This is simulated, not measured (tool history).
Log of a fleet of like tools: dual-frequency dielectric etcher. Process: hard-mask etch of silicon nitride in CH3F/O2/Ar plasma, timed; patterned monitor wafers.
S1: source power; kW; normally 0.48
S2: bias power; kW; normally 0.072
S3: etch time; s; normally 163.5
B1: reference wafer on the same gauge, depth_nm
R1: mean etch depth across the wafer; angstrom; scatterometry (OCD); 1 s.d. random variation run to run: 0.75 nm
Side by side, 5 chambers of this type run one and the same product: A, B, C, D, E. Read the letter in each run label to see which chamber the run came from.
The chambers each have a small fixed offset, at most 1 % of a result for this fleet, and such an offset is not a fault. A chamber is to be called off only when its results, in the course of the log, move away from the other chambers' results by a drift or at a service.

run 1A hour=13.8 | S1=0.48 S2=0.072 S3=163.5 | B1=121.1 | R1=1245
run 2C hour=21.5 | S1=0.48 S2=0.072 S3=163.5 | B1=121.18 | R1=1223.8
run 3D hour=29.5 | S1=0.48 S2=0.072 S3=163.5 | B1=120.91 | R1=1209.5
run 4B hour=40 | S1=0.48 S2=0.072 S3=163.5 | B1=120.9 | R1=1228
run 5E hour=53.4 | S1=0.48 S2=0.056 S3=189 | B1=120.98 | R1=1310.6
run 6C hour=63.5 | S1=0.48 S2=0.056 S3=189 | B1=120.95 | R1=1305.4
-- hour=70 chamber E: wet clean of the chamber
run 7A hour=76.1 | S1=0.48 S2=0.056 S3=189 | B1=121.06 | R1=1310.1
run 8D hour=85.5 | S1=0.48 S2=0.056 S3=189 | B1=121.11 | R1=1305.2
-- hour=89.3 chamber D: bias power generator calibrated
run 9E hour=99.6 | S1=0.48 S2=0.056 S3=189 | B1=121.03 | R1=1308.2
run 10B hour=106 | S1=0.41 S2=0.072 S3=200.5 | B1=120.83 | R1=1411.1
run 11B hour=118.5 | S1=0.41 S2=0.072 S3=200.5 | B1=121.04 | R1=1398.9
run 12C hour=132.3 | S1=0.41 S2=0.072 S3=200.5 | B1=121.17 | R1=1400
run 13A hour=143.4 | S1=0.41 S2=0.072 S3=200.5 | B1=121.07 | R1=1437.1
run 14E hour=157.1 | S1=0.41 S2=0.072 S3=200.5 | B1=121.21 | R1=1420.6
run 15D hour=164 | S1=0.48 S2=0.072 S3=163.5 | B1=121.18 | R1=1226.5
run 16C hour=173.1 | S1=0.48 S2=0.072 S3=163.5 | B1=121.1 | R1=1232.5
-- hour=183.1 chamber B: wet clean of the chamber
run 17E hour=187.6 | S1=0.48 S2=0.072 S3=163.5 | B1=120.96 | R1=1220.3
run 18A hour=194.4 | S1=0.57 S2=0.072 S3=200.5 | B1=120.95 | R1=1613.6
run 19D hour=203.6 | S1=0.57 S2=0.072 S3=200.5 | B1=121 | R1=1594.3
run 20B hour=213.1 | S1=0.57 S2=0.072 S3=200.5 | B1=120.98 | R1=1588
run 21A hour=225 | S1=0.57 S2=0.072 S3=200.5 | B1=120.82 | R1=1629.5
run 22B hour=236 | S1=0.57 S2=0.072 S3=200.5 | B1=120.84 | R1=1603.5
run 23D hour=242.9 | S1=0.48 S2=0.072 S3=163.5 | B1=121.07 | R1=1226
run 24C hour=249.7 | S1=0.48 S2=0.06 S3=163.5 | B1=120.97 | R1=1162.5
-- hour=255.2 chamber D: wet clean of the chamber
run 25E hour=264.3 | S1=0.48 S2=0.06 S3=163.5 | B1=121.14 | R1=1146.5
run 26D hour=275.5 | S1=0.48 S2=0.06 S3=163.5 | B1=120.98 | R1=1150.7
run 27C hour=283.8 | S1=0.48 S2=0.06 S3=163.5 | B1=121.06 | R1=1143.8
run 28E hour=298.1 | S1=0.48 S2=0.06 S3=163.5 | B1=120.88 | R1=1154.6
run 29B hour=304.8 | S1=0.48 S2=0.072 S3=163.5 | B1=120.89 | R1=1221.1
run 30A hour=318.5 | S1=0.48 S2=0.072 S3=163.5 | B1=121.17 | R1=1237.3
-- hour=323.5 chamber A: wet clean of the chamber
run 31E hour=329.8 | S1=0.48 S2=0.072 S3=163.5 | B1=121.05 | R1=1220.8
run 32B hour=339.7 | S1=0.48 S2=0.072 S3=163.5 | B1=121.24 | R1=1233.2
run 33C hour=350.7 | S1=0.48 S2=0.072 S3=163.5 | B1=120.99 | R1=1209.2
run 34D hour=364.3 | S1=0.48 S2=0.072 S3=163.5 | B1=121.06 | R1=1223.4
-- hour=370.9 chamber B: bias power generator calibrated
run 35A hour=372.7 | S1=0.48 S2=0.072 S3=163.5 | B1=121.17 | R1=1235.6
run 36E hour=380.4 | S1=0.48 S2=0.072 S3=163.5 | B1=120.96 | R1=1207.2
run 37A hour=392.2 | S1=0.48 S2=0.072 S3=163.5 | B1=120.98 | R1=1245.3
run 38C hour=405.1 | S1=0.48 S2=0.072 S3=163.5 | B1=120.91 | R1=1214.9
run 39B hour=415.3 | S1=0.48 S2=0.072 S3=163.5 | B1=120.9 | R1=1216.6
run 40D hour=427.5 | S1=0.48 S2=0.072 S3=163.5 | B1=121.03 | R1=1214.2
run 41A hour=441.9 | S1=0.48 S2=0.072 S3=163.5 | B1=120.86 | R1=1258.8

For the next run the whole fleet of 5 chambers uses the same settings. Give each chamber's results:
run 42A hour=452.4 | S1=0.48 S2=0.072 S3=163.5 | R1=?
run 42B hour=452.4 | S1=0.48 S2=0.072 S3=163.5 | R1=?
run 42C hour=452.4 | S1=0.48 S2=0.072 S3=163.5 | R1=?
run 42D hour=452.4 | S1=0.48 S2=0.072 S3=163.5 | R1=?
run 42E hour=452.4 | S1=0.48 S2=0.072 S3=163.5 | R1=?

run=42A R1=1224.4
run=42B R1=1224.8
run=42C R1=1228.4
run=42D R1=1210.4
run=42E R1=1225.4

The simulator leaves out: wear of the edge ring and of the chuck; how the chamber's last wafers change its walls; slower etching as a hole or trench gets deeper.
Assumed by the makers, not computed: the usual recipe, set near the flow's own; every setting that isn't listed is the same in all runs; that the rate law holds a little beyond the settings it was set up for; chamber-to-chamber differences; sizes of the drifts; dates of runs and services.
